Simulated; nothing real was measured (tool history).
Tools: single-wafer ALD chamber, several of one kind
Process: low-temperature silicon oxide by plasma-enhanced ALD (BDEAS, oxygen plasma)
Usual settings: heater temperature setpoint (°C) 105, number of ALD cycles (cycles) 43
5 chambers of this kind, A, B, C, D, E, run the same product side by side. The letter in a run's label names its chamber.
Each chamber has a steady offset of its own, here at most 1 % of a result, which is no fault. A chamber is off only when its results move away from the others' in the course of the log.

run,day,heater temperature setpoint (°C),number of ALD cycles (cycles),"read-back reference wafer on the same gauge, thickness_nm",mean film thickness on the monitor wafer (Å)
1C,0.221,105,43,5.0546,60.764
2B,0.508,105,43,5.0535,60.293
3D,0.775,105,43,5.0496,60.208
4E,1.021,105,43,5.0491,60.875
5A,1.296,105,43,5.0518,60.534
6B,1.458,105,43,5.0560,60.142
7A,1.604,105,43,5.0530,60.180
8C,1.767,105,43,5.0511,60.706
9D,1.929,111,48,5.0517,67.010
10E,2.104,111,48,5.0521,67.263
11D,2.388,111,48,5.0520,66.620
12B,2.683,111,48,5.0480,66.876
13C,2.867,111,48,5.0511,66.875
14E,3.038,105,43,5.0501,60.944
15A,3.296,105,43,5.0531,60.514
16A,3.425,105,43,5.0494,60.656
17C,3.638,105,43,5.0483,60.481
18E,3.850,105,43,5.0515,61.111
19D,4.096,105,43,5.0496,60.561
20B,4.300,105,43,5.0484,60.459
21C,4.533,105,50,5.0545,70.154
22D,4.829,105,50,5.0551,70.448
23A,5.038,105,50,5.0527,70.394
24E,5.221,105,50,5.0524,70.864
25B,5.467,105,50,5.0510,70.275
26A,5.604,105,43,5.0454,60.629
27B,5.812,105,43,5.0501,60.817
28E,6.062,105,43,5.0485,61.202
29C,6.242,105,43,5.0482,60.483
30D,6.479,105,43,5.0506,60.324
31B,6.779,105,43,5.0562,60.440

Next, every chamber runs the same settings. What will each give?
32A,6.996,105,43,,?
32B,6.996,105,43,,?
32C,6.996,105,43,,?
32D,6.996,105,43,,?
32E,6.996,105,43,,?

run,mean film thickness on the monitor wafer (Å)
32A,60.930
32B,60.665
32C,60.598
32D,60.784
32E,60.694
